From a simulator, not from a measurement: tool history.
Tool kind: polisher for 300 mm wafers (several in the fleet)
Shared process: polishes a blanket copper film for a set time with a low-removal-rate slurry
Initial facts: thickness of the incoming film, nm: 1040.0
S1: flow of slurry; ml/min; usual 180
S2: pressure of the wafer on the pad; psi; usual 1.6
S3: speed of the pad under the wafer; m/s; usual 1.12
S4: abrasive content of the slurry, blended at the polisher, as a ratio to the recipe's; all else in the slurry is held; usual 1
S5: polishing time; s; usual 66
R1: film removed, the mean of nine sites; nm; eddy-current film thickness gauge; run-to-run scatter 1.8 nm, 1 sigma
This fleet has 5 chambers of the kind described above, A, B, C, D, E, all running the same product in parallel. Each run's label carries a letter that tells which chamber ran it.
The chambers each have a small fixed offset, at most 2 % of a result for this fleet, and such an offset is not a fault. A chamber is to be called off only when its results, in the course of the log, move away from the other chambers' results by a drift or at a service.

run	hour	S1	S2	S3	S4	S5	R1
# hour 4.1: chamber A: worn pad replaced by a new one
# hour 9.6: chamber B: slurry blender recalibrated
# hour 10.6: chamber B: worn pad replaced by a new one
1A	11	180	1.6	1.12	1	66	138.92
# hour 19.7: chamber E: worn pad replaced by a new one
2E	24.3	180	1.6	1.12	1	66	141.15
# hour 29.2: chamber D: slurry nozzle cleaned
3D	31.2	180	1.6	1.12	1	66	139.5
4C	45.4	180	1.6	1.12	1	66	137.09
5B	53.4	180	1.6	1.12	1	66	134.84
6C	61.8	180	1.6	1.12	1	66	138.49
# hour 71.2: chamber D: head pressure recalibrated
# hour 71.8: chamber E: slurry nozzle cleaned
7A	74.9	180	1.6	1.12	1	66	139.26
# hour 76.3: chamber C: worn pad replaced by a new one
# hour 78.8: chamber A: slurry blender recalibrated
8B	82.8	180	1.6	1.12	1	66	135.03
# hour 85.2: chamber D: worn pad replaced by a new one
# hour 87.5: chamber A: worn pad replaced by a new one
# hour 88.8: chamber B: worn pad replaced by a new one
9E	92.1	180	1.6	1.12	1	66	141.9
# hour 105.2: chamber E: worn pad replaced by a new one
10D	106.1	180	1.6	1.12	1	66	138.55
11A	120.7	180	1.6	1.12	1	66	141.18
12E	135.3	180	1.6	1.12	1	66	143.51
13D	150.1	180	1.6	1.12	1	66	141.77
# hour 153.6: chamber C: worn pad replaced by a new one
# hour 157.5: chamber A: worn pad replaced by a new one
14B	158.4	180	1.6	1.12	1	66	137.83
# hour 161.1: chamber C: head pressure recalibrated
# hour 161.5: chamber B: worn pad replaced by a new one
15C	167.2	180	1.6	1.12	0.75	66	133.57
# hour 173.2: chamber D: worn pad replaced by a new one
16D	176.8	180	1.6	1.12	0.75	66	131.1
# hour 181.3: chamber E: head pressure recalibrated
# hour 181.7: chamber C: slurry blender recalibrated
17C	183.2	180	1.6	1.12	0.75	66	133.29
18E	191.2	180	1.6	1.12	0.75	66	131.27
# hour 192.3: chamber E: worn pad replaced by a new one
19B	199.8	180	1.6	1.12	0.75	66	129.24
20A	212.7	180	1.6	1.12	1	66	146.91
# hour 222.2: chamber C: worn pad replaced by a new one
21B	225.5	220	1.6	1.12	0.9	66	139.26
# hour 236.8: chamber B: worn pad replaced by a new one
22E	237.6	220	1.6	1.12	0.9	66	142.04
# hour 242.7: chamber A: worn pad replaced by a new one
# hour 248.6: chamber C: slurry nozzle cleaned
23D	251.4	220	1.6	1.12	0.9	66	137.82
# hour 252.4: chamber D: worn pad replaced by a new one
# hour 259.7: chamber B: head pressure recalibrated
24C	261.9	220	1.6	1.12	0.9	66	142.19
# hour 263.3: chamber E: worn pad replaced by a new one
25A	275.8	220	1.6	1.12	0.9	66	150.03
26A	285.3	180	1.6	1.12	1	66	146.49
27B	296.4	180	1.6	1.12	1	66	137.01
# hour 303.6: chamber C: worn pad replaced by a new one
28D	309.7	180	1.6	1.12	1	57	120.6
# hour 316.5: chamber B: worn pad replaced by a new one
29C	316.8	180	1.6	1.12	1	57	119.9
30E	323.3	180	1.6	1.12	1	57	122.74
# hour 323.6: chamber A: worn pad replaced by a new one
# hour 329.7: chamber D: worn pad replaced by a new one
31E	333.6	180	1.6	1.12	1	57	119.06
# hour 335: chamber B: slurry nozzle cleaned
# hour 336.8: chamber E: worn pad replaced by a new one
# hour 338.7: chamber D: slurry blender recalibrated
32C	346.4	180	1.6	1.12	1	57	119.68
# hour 355.1: chamber A: slurry blender recalibrated
# hour 359.5: chamber D: head pressure recalibrated
33D	360.6	180	1.6	1.12	1	66	143.36
# hour 368.1: chamber B: slurry blender recalibrated
34A	372.9	180	1.6	1.36	1	66	185.81
35B	384.5	180	1.6	1.36	1	66	165.64
36E	391	180	1.6	1.36	1	66	168.93

Read the log: is a single chamber off, either drifting away or since a service, is the gauge that measures every chamber drifting, or is nothing wrong beyond small per-chamber offsets? Name any odd chamber and what most likely caused it.

Chamber A drifts away from the others.
Most likely cause: head's pressure above its setpoint, % = 10.3.

Below are 4 candidate recipes for chamber A's next run, each the usual settings with a change, their results shown as question marks. Which of them brings A's results back in line with what the other chambers give on the usual settings?
A result is in line if it is within this distance of the other chambers' mean on the usual settings: R1 6.2 nm
37A-1	401.5	180	1.6	1.12	1	73	?
37A-2	401.5	180	1.6	1.12	1	68	?
37A-3	401.5	180	1.5	1.06	1	66	?
37A-4	401.5	180	1.6	1.1	1	65	?

Mean of the other chambers on the usual settings: R1 139.67 nm
run	R1
37A-1	170.96
37A-2	159.25
37A-3	137.25
37A-4	149.52
With 37A-3, the chamber falls back in line with the rest.
